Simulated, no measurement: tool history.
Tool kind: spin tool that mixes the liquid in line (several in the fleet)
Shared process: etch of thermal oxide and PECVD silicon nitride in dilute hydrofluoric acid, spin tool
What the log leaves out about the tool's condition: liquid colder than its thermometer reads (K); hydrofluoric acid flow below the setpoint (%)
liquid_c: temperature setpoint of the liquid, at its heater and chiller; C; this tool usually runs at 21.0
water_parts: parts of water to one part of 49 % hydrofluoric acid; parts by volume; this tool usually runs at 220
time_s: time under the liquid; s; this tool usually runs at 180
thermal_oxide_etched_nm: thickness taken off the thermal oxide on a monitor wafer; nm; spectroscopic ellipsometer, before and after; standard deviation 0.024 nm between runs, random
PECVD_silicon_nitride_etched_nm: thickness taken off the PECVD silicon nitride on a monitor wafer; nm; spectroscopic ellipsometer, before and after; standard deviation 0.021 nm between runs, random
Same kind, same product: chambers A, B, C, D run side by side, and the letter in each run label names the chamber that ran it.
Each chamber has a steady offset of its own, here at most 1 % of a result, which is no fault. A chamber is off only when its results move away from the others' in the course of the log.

run	day	liquid_c	water_parts	time_s	hours since the thermometer was replaced	hours since the hydrofluoric acid flow meter was replaced	read-back film thickness of the thermal oxide reference wafer, read on the same gauge (nm)	read-back film thickness of the PECVD silicon nitride reference wafer, read on the same gauge (nm)	thermal_oxide_etched_nm	PECVD_silicon_nitride_etched_nm
1D	0.350	21.0	220	180	2326.6	2537.2	100.050	29.969	2.9382	1.1464
# day 0.554: chamber D: hydrofluoric acid flow meter replaced
2A	0.583	21.0	220	180	826.5	981.0	100.050	30.012	2.9513	1.1554
3C	0.992	21.0	220	180	903.0	386.6	100.010	30.007	2.9640	1.1620
4B	1.388	21.0	220	180	837.0	565.9	99.974	30.042	2.8912	1.1863
5B	1.821	21.0	220	180	847.4	576.3	99.996	30.014	2.9204	1.1592
6D	2.192	18.5	220	215	2370.8	39.4	100.050	30.012	3.1858	1.1885
7C	2.592	18.5	220	215	941.4	425.0	100.010	29.955	3.2143	1.1487
8A	2.896	18.5	220	215	882.0	1036.5	100.000	30.030	3.2583	1.1924
9A	3.283	18.5	220	215	891.3	1045.8	100.020	30.001	3.2114	1.1881
# day 3.325: chamber C: thermometer replaced
10B	3.700	21.0	220	180	892.5	621.4	100.040	30.039	2.9053	1.1686
11D	4.012	21.0	220	180	2414.5	83.1	99.975	29.971	2.9773	1.1619
12C	4.258	21.0	220	180	22.4	465.0	99.966	30.005	2.9680	1.1674
13D	4.592	21.0	220	180	2428.4	97.0	100.030	29.982	2.9803	1.1696
14C	4.888	21.0	220	180	37.5	480.1	99.998	30.018	2.9686	1.1576
15B	5.267	21.0	220	180	930.1	659.0	99.945	30.047	2.9398	1.1404
16A	5.633	21.0	220	180	947.7	1102.2	99.999	30.003	2.9759	1.1221
17A	5.867	21.0	220	180	953.3	1107.8	99.945	29.984	2.9547	1.1193
18B	6.346	21.0	220	180	956.0	684.9	100.020	30.026	2.9156	1.1575
# day 6.362: chamber D: thermometer replaced
19D	6.579	21.0	220	180	5.2	144.7	100.010	29.997	2.9544	1.1610
20C	7.029	21.0	220	180	88.9	531.5	99.970	29.990	3.0098	1.2028
21A	7.421	21.0	220	180	990.6	1145.1	99.980	29.990	2.9229	1.1260
22B	7.712	21.0	220	180	988.8	717.7	100.000	30.021	2.9378	1.1617
# day 8.104: chamber B: hydrofluoric acid flow meter replaced
23C	8.133	21.0	220	180	115.4	558.0	99.968	29.990	2.9704	1.1894
24D	8.508	21.0	220	180	51.5	191.0	99.971	29.985	2.9405	1.1794
25B	8.746	21.0	220	180	1013.6	15.4	100.020	29.952	2.9796	1.1685
26C	9.204	21.0	220	180	141.1	583.7	100.020	29.991	2.9859	1.1692
27D	9.504	21.0	220	180	75.4	214.9	100.070	29.995	2.9808	1.1798
28A	9.846	21.0	220	180	1048.8	1203.3	100.000	30.019	2.8376	1.0889
29B	10.267	21.0	220	180	1050.1	51.9	99.954	30.035	2.9464	1.1696
30A	10.654	21.0	220	180	1068.2	1222.7	99.987	29.986	2.8037	1.0700
31C	10.888	21.0	220	180	181.5	624.1	99.975	29.954	3.0133	1.1890
32D	11.312	21.0	220	180	118.8	258.3	99.990	29.997	2.9838	1.2105
33C	11.533	21.0	220	180	197.0	639.6	99.966	30.011	2.9669	1.1573
34D	11.896	21.0	220	180	132.8	272.3	99.973	29.993	3.0398	1.1718
35A	12.167	21.0	220	180	1104.5	1259.0	100.010	29.988	2.8243	1.0696
36B	12.617	21.0	220	180	1106.5	108.3	100.020	30.061	2.9039	1.1455
37D	13.017	21.0	220	180	159.7	299.2	100.010	29.969	3.0257	1.1519
38C	13.254	21.0	220	180	238.3	680.9	99.987	29.940	2.9747	1.1767
39A	13.579	21.0	220	180	1138.4	1292.9	99.999	30.001	2.7843	1.0276
40B	13.862	21.0	220	180	1136.4	138.2	100.010	30.033	2.9616	1.1581
41C	14.254	21.0	115	230	262.3	704.9	99.972	29.983	8.0278	2.7393

Read the log: is a single chamber off, either drifting away or since a service, is the gauge that measures every chamber drifting, or is nothing wrong beyond small per-chamber offsets? Name any odd chamber and what most likely caused it.

Little by little, chamber A moves away from the other chambers.
What lies behind it: liquid colder than its thermometer reads (K) = 2.02.

Here are 4 candidates for chamber A's next run, each the usual settings with a change, their results left as question marks. Which one brings its results back in line with what the others give on the usual settings?
Allowed miss from the other chambers' usual-settings mean, per result, to count as in line: thermal_oxide_etched_nm 0.0830 nm; PECVD_silicon_nitride_etched_nm 0.07300 nm
42A-1	14.604	23.0	235	195					?	?
42A-2	14.604	21.5	225	185					?	?
42A-3	14.604	19.0	205	165					?	?
42A-4	14.604	20.5	215	175					?	?

Usual-settings mean across the other chambers: thermal_oxide_etched_nm 2.9626 nm; PECVD_silicon_nitride_etched_nm 1.16460 nm
run	thermal_oxide_etched_nm	PECVD_silicon_nitride_etched_nm
42A-1	2.9850	1.17060
42A-2	2.8246	1.05250
42A-3	2.5601	0.87144
42A-4	2.7178	0.97461
42A-1 brings the chamber back in line.
